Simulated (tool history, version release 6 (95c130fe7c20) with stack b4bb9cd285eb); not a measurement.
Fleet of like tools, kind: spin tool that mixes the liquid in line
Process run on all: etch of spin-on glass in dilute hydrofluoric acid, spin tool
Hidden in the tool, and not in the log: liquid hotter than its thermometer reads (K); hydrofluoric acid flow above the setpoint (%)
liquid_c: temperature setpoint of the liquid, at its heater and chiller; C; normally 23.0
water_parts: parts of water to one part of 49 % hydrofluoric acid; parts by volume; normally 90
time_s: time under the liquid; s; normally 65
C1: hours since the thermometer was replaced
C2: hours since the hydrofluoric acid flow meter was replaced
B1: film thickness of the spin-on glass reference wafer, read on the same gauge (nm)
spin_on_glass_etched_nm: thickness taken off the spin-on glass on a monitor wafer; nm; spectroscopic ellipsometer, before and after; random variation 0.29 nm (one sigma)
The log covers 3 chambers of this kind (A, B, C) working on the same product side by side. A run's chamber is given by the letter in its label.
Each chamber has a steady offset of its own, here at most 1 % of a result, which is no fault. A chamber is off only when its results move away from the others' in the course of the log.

run 1C hour=11.4 | liquid_c=23.0 water_parts=90 time_s=65 | C1=1018.1 C2=101.9 | B1=60.038 | spin_on_glass_etched_nm=39.174
run 2A hour=17.4 | liquid_c=23.0 water_parts=90 time_s=65 | C1=726.0 C2=252.4 | B1=60.017 | spin_on_glass_etched_nm=38.891
run 3B hour=24.5 | liquid_c=23.0 water_parts=90 time_s=65 | C1=1173.0 C2=1016.8 | B1=60.008 | spin_on_glass_etched_nm=39.497
run 4C hour=35.0 | liquid_c=23.0 water_parts=90 time_s=65 | C1=1041.7 C2=125.5 | B1=60.004 | spin_on_glass_etched_nm=39.136
run 5A hour=40.4 | liquid_c=23.0 water_parts=90 time_s=65 | C1=749.0 C2=275.4 | B1=60.009 | spin_on_glass_etched_nm=39.220
run 6B hour=46.8 | liquid_c=23.0 water_parts=90 time_s=65 | C1=1195.3 C2=1039.1 | B1=59.994 | spin_on_glass_etched_nm=39.738
run 7B hour=57.8 | liquid_c=23.0 water_parts=90 time_s=50 | C1=1206.3 C2=1050.1 | B1=59.975 | spin_on_glass_etched_nm=30.504
run 8C hour=63.5 | liquid_c=23.0 water_parts=90 time_s=50 | C1=1070.2 C2=154.0 | B1=59.981 | spin_on_glass_etched_nm=30.213
run 9A hour=68.7 | liquid_c=23.0 water_parts=90 time_s=50 | C1=777.3 C2=303.7 | B1=59.991 | spin_on_glass_etched_nm=29.895
run 10A hour=80.5 | liquid_c=23.0 water_parts=90 time_s=65 | C1=789.1 C2=315.5 | B1=59.997 | spin_on_glass_etched_nm=39.197
run 11C hour=90.4 | liquid_c=23.0 water_parts=90 time_s=65 | C1=1097.1 C2=180.9 | B1=60.026 | spin_on_glass_etched_nm=38.868
run 12B hour=99.5 | liquid_c=23.0 water_parts=90 time_s=65 | C1=1248.0 C2=1091.8 | B1=59.999 | spin_on_glass_etched_nm=39.738
run 13A hour=108.5 | liquid_c=23.0 water_parts=90 time_s=65 | C1=817.1 C2=343.5 | B1=60.018 | spin_on_glass_etched_nm=38.710
run 14B hour=117.1 | liquid_c=19.0 water_parts=90 time_s=65 | C1=1265.6 C2=1109.4 | B1=59.985 | spin_on_glass_etched_nm=34.184
run 15C hour=126.3 | liquid_c=19.0 water_parts=90 time_s=65 | C1=1133.0 C2=216.8 | B1=60.003 | spin_on_glass_etched_nm=33.821
-- hour=132.7 chamber B: hydrofluoric acid flow meter replaced
run 16C hour=136.5 | liquid_c=19.0 water_parts=90 time_s=65 | C1=1143.2 C2=227.0 | B1=59.993 | spin_on_glass_etched_nm=32.919
run 17B hour=144.9 | liquid_c=23.0 water_parts=50 time_s=65 | C1=1293.4 C2=12.3 | B1=59.984 | spin_on_glass_etched_nm=74.912
run 18A hour=153.7 | liquid_c=23.0 water_parts=50 time_s=65 | C1=862.3 C2=388.7 | B1=59.980 | spin_on_glass_etched_nm=74.394
run 19C hour=164.4 | liquid_c=23.0 water_parts=50 time_s=65 | C1=1171.1 C2=254.9 | B1=60.004 | spin_on_glass_etched_nm=74.378
run 20A hour=173.1 | liquid_c=23.0 water_parts=90 time_s=65 | C1=881.7 C2=408.1 | B1=60.013 | spin_on_glass_etched_nm=40.080
run 21B hour=182.3 | liquid_c=23.0 water_parts=90 time_s=65 | C1=1330.8 C2=49.7 | B1=60.027 | spin_on_glass_etched_nm=39.994
run 22C hour=191.1 | liquid_c=23.0 water_parts=90 time_s=65 | C1=1197.8 C2=281.6 | B1=60.030 | spin_on_glass_etched_nm=39.310
run 23B hour=201.7 | liquid_c=23.0 water_parts=90 time_s=65 | C1=1350.2 C2=69.1 | B1=59.992 | spin_on_glass_etched_nm=40.200
run 24A hour=207.2 | liquid_c=20.0 water_parts=75 time_s=65 | C1=915.8 C2=442.2 | B1=60.029 | spin_on_glass_etched_nm=43.906
run 25B hour=215.2 | liquid_c=20.0 water_parts=75 time_s=65 | C1=1363.7 C2=82.6 | B1=59.976 | spin_on_glass_etched_nm=43.129
run 26A hour=226.6 | liquid_c=20.0 water_parts=75 time_s=65 | C1=935.2 C2=461.6 | B1=59.979 | spin_on_glass_etched_nm=44.334
run 27C hour=233.4 | liquid_c=23.0 water_parts=90 time_s=65 | C1=1240.1 C2=323.9 | B1=60.025 | spin_on_glass_etched_nm=38.960
run 28A hour=241.6 | liquid_c=23.0 water_parts=90 time_s=65 | C1=950.2 C2=476.6 | B1=59.983 | spin_on_glass_etched_nm=41.473
run 29C hour=250.3 | liquid_c=23.0 water_parts=65 time_s=100 | C1=1257.0 C2=340.8 | B1=59.993 | spin_on_glass_etched_nm=86.159
run 30B hour=258.8 | liquid_c=23.0 water_parts=65 time_s=100 | C1=1407.3 C2=126.2 | B1=60.006 | spin_on_glass_etched_nm=87.103
run 31B hour=266.9 | liquid_c=23.0 water_parts=65 time_s=100 | C1=1415.4 C2=134.3 | B1=60.013 | spin_on_glass_etched_nm=87.760
run 32A hour=277.4 | liquid_c=23.0 water_parts=90 time_s=65 | C1=986.0 C2=512.4 | B1=60.006 | spin_on_glass_etched_nm=41.953
run 33C hour=285.3 | liquid_c=23.0 water_parts=90 time_s=65 | C1=1292.0 C2=375.8 | B1=60.022 | spin_on_glass_etched_nm=38.836
run 34A hour=296.4 | liquid_c=23.0 water_parts=90 time_s=65 | C1=1005.0 C2=531.4 | B1=59.993 | spin_on_glass_etched_nm=42.474
-- hour=304.5 chamber B: thermometer replaced
run 35C hour=305.6 | liquid_c=23.0 water_parts=90 time_s=65 | C1=1312.3 C2=396.1 | B1=59.996 | spin_on_glass_etched_nm=38.956
run 36B hour=311.0 | liquid_c=23.0 water_parts=90 time_s=65 | C1=6.6 C2=178.4 | B1=60.012 | spin_on_glass_etched_nm=39.771
run 37A hour=319.6 | liquid_c=23.0 water_parts=90 time_s=65 | C1=1028.2 C2=554.6 | B1=59.962 | spin_on_glass_etched_nm=43.292
run 38B hour=328.5 | liquid_c=23.0 water_parts=90 time_s=65 | C1=24.1 C2=195.9 | B1=59.991 | spin_on_glass_etched_nm=39.530
run 39C hour=334.2 | liquid_c=23.0 water_parts=90 time_s=65 | C1=1340.9 C2=424.7 | B1=59.992 | spin_on_glass_etched_nm=38.425
run 40A hour=343.6 | liquid_c=23.0 water_parts=90 time_s=65 | C1=1052.2 C2=578.6 | B1=60.017 | spin_on_glass_etched_nm=43.007
run 41B hour=352.9 | liquid_c=19.5 water_parts=90 time_s=65 | C1=48.5 C2=220.3 | B1=60.010 | spin_on_glass_etched_nm=33.962

All chambers now run identical settings, listed one chamber a line with results as question marks. What results will each chamber show?
run 42A hour=361.4 | liquid_c=23.0 water_parts=90 time_s=65 | spin_on_glass_etched_nm=?
run 42B hour=361.4 | liquid_c=23.0 water_parts=90 time_s=65 | spin_on_glass_etched_nm=?
run 42C hour=361.4 | liquid_c=23.0 water_parts=90 time_s=65 | spin_on_glass_etched_nm=?

run=42A spin_on_glass_etched_nm=43.355
run=42B spin_on_glass_etched_nm=39.588
run=42C spin_on_glass_etched_nm=38.632
